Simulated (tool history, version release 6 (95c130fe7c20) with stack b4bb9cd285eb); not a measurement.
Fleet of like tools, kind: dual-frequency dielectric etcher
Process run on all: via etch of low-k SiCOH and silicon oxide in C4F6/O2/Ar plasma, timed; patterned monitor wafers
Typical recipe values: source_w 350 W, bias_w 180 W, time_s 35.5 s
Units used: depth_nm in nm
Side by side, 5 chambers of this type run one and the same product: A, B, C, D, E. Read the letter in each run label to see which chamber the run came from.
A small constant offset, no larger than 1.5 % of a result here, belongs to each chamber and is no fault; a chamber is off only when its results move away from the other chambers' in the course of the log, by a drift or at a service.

run,day,source_w,bias_w,time_s,"read-back reference wafer on the same gauge, depth_nm",depth_nm
1B,0.350,350,180,35.5,98.060,87.919
2A,0.700,350,180,35.5,97.973,88.470
3E,0.988,350,180,35.5,97.950,89.395
4D,1.350,350,180,35.5,98.034,88.836
5C,1.567,310,180,35.5,97.996,84.115
6A,1.962,310,180,35.5,98.165,84.962
7D,2.333,310,180,35.5,97.959,85.149
8B,2.546,310,180,35.5,97.921,83.187
9C,2.946,310,180,35.5,98.008,84.178
10E,3.329,350,180,35.5,97.923,88.444
11D,3.696,350,180,35.5,98.054,89.088
12C,4.108,350,180,35.5,98.010,87.452
13A,4.462,350,180,35.5,97.943,88.573
14B,4.858,350,180,35.5,98.004,86.865
15E,5.104,350,180,35.5,98.099,88.467
16B,5.338,350,180,35.5,98.011,86.089
17A,5.638,350,180,35.5,98.101,89.451
18D,5.962,350,180,35.5,98.001,89.725
# day 6.208: chamber A: wet clean of the chamber
19E,6.217,280,180,35.5,98.111,81.152
20C,6.625,280,180,35.5,98.043,80.844
21A,7.062,280,180,35.5,98.026,82.235
22C,7.392,280,180,35.5,97.975,80.661
23E,7.729,280,180,35.5,97.992,81.809
24D,7.950,350,180,35.5,97.946,89.240
25B,8.179,290,180,31.0,98.125,68.890
26E,8.433,290,180,31.0,97.982,72.481
27B,8.804,290,180,31.0,98.005,69.337
28C,9.200,290,180,31.0,97.985,71.511
29D,9.421,290,180,31.0,98.010,72.142
30A,9.838,350,180,35.5,98.039,89.880
# day 9.954: chamber A: bias power generator calibrated
31B,10.171,350,180,35.5,98.082,85.152
32E,10.467,350,180,35.5,98.025,88.730
33C,10.804,350,180,35.5,98.142,88.460
34A,11.154,350,180,35.5,98.007,89.428
35D,11.417,350,180,35.5,97.976,88.814
36C,11.758,350,180,35.5,98.135,88.690
37B,12.154,350,180,35.5,97.938,83.724

The same settings go to every chamber for the next run, one line per chamber below. Forecast the results for each:
38A,12.479,350,180,35.5,,?
38B,12.479,350,180,35.5,,?
38C,12.479,350,180,35.5,,?
38D,12.479,350,180,35.5,,?
38E,12.479,350,180,35.5,,?

run,depth_nm
38A,90.075
38B,83.781
38C,89.090
38D,89.113
38E,88.049

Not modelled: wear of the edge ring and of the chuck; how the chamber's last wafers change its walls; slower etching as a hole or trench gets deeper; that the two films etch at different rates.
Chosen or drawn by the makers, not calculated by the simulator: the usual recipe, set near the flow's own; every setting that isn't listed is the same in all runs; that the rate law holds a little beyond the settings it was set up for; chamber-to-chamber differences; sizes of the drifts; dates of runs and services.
